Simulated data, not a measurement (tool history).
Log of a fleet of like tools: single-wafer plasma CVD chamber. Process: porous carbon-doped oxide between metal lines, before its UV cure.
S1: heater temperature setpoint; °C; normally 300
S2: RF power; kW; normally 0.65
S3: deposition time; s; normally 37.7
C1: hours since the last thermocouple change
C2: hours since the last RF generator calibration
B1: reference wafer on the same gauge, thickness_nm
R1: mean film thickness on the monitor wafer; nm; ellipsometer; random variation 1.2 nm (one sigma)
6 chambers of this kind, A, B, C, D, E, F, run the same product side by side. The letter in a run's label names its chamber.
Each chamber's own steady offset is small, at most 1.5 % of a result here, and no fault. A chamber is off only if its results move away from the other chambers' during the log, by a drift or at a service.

run	day	S1	S2	S3	C1	C2	B1	R1
1F	0.154	300	0.65	37.7	107.4	987.5	231	242.37
2C	0.279	300	0.65	37.7	675.1	349.8	230.94	243.28
3A	0.5	300	0.65	37.7	1700.1	1211.6	231.15	238.14
4B	0.704	300	0.65	37.7	1084.2	390	231.08	238.24
5E	0.967	300	0.65	37.7	1369.8	1092.2	231.35	242.27
6D	1.117	300	0.65	37.7	1711.8	258.1	231.09	244.53
7B	1.25	300	0.65	37.7	1097.3	403.1	231.48	242.34
8E	1.421	300	0.725	37.7	1380.7	1103.1	231.13	259.54
9D	1.579	300	0.725	37.7	1722.9	269.2	231.13	261.01
10A	1.783	300	0.725	37.7	1730.9	1242.4	230.97	255.91
11F	2.004	300	0.725	37.7	151.8	1031.9	231.07	260.27
12C	2.142	300	0.725	37.7	719.8	394.5	231.09	261.28
13D	2.3	300	0.725	37.7	1740.2	286.5	231.08	258.34
14C	2.454	300	0.755	37.7	727.3	402	231.14	268.18
15E	2.583	300	0.755	37.7	1408.6	1131	231.12	266.29
# day 2.738: chamber B: thermocouple changed; heater temperature recalibrated
16A	2.825	300	0.755	37.7	1755.9	1267.4	231.06	264.23
17F	3.046	300	0.755	37.7	176.8	1056.9	231.22	264.97
18B	3.308	300	0.755	37.7	13.7	452.5	230.95	253.47
19D	3.567	300	0.755	37.7	1770.6	316.9	230.59	268.9
20A	3.758	300	0.65	37.7	1778.3	1289.8	230.98	240.16
21F	3.975	300	0.65	37.7	199.1	1079.2	231.21	240.48
22B	4.221	300	0.65	43.8	35.6	474.4	230.96	268.21
23E	4.479	300	0.65	43.8	1454.1	1176.5	230.97	278.72
24C	4.654	300	0.65	43.8	780.1	454.8	230.91	279.75
25D	4.821	300	0.65	43.8	1800.7	347	230.92	283
26F	5.012	300	0.65	43.8	224	1104.1	231.2	277.79
27E	5.225	300	0.65	43.8	1472	1194.4	231.02	279.68
28C	5.371	300	0.65	37.7	797.3	472	231.07	242.42
29A	5.629	300	0.65	37.7	1823.2	1334.7	230.74	238.51
30B	5.858	300	0.65	37.7	74.9	513.7	230.92	233.2
31E	6.075	300	0.65	37.7	1492.4	1214.8	231.09	239.79
32F	6.242	310	0.65	42.8	253.5	1133.6	230.95	256.67
33C	6.383	310	0.65	42.8	821.6	496.3	230.98	258.8
34B	6.596	310	0.65	42.8	92.6	531.4	230.83	248.28
35D	6.712	310	0.65	42.8	1846.1	392.4	231.01	262.27
36A	6.854	310	0.65	42.8	1852.6	1364.1	231.16	256.53
37D	7.071	310	0.65	42.8	1854.7	401	231.09	260.67
38F	7.296	300	0.65	37.7	278.8	1158.9	230.91	242.33
39E	7.508	286	0.65	44.3	1526.8	1249.2	230.9	305.44
40A	7.721	286	0.65	44.3	1873.4	1384.9	231.21	304.26
41B	7.954	286	0.65	44.3	125.2	564	231.08	295.46
42C	8.162	286	0.65	44.3	864.3	539	230.61	308.74
43A	8.396	286	0.65	44.3	1889.6	1401.1	231.2	302.14
44B	8.604	286	0.65	44.3	140.8	579.6	230.94	295.12

Does one chamber stand apart from the rest, does the shared gauge drift, or is all well apart from small per-chamber offsets? Give the chamber and the most likely cause, where there is one.

Chamber B has stood off from the others ever since a service on it.
Cause: wafer temperature above the value expected at the setpoint (K) = 5.81.

Below are 4 candidate recipes for chamber B's next run, each the usual settings with a change, their results shown as question marks. Which of them brings B's results back in line with what the other chambers give on the usual settings?
Allowed miss from the other chambers' usual-settings mean, per result, to count as in line: R1 4.3 nm
45B-1	8.796	300	0.66	38.7				?
45B-2	8.796	300	0.64	36.7				?
45B-3	8.796	301	0.63	36				?
45B-4	8.796	300	0.65	40.5				?

Average result of the remaining chambers running the usual settings: R1 241.41 nm
run	R1
45B-1	240.19
45B-2	223.55
45B-3	215.93
45B-4	248.6
45B-1 brings the chamber back in line.

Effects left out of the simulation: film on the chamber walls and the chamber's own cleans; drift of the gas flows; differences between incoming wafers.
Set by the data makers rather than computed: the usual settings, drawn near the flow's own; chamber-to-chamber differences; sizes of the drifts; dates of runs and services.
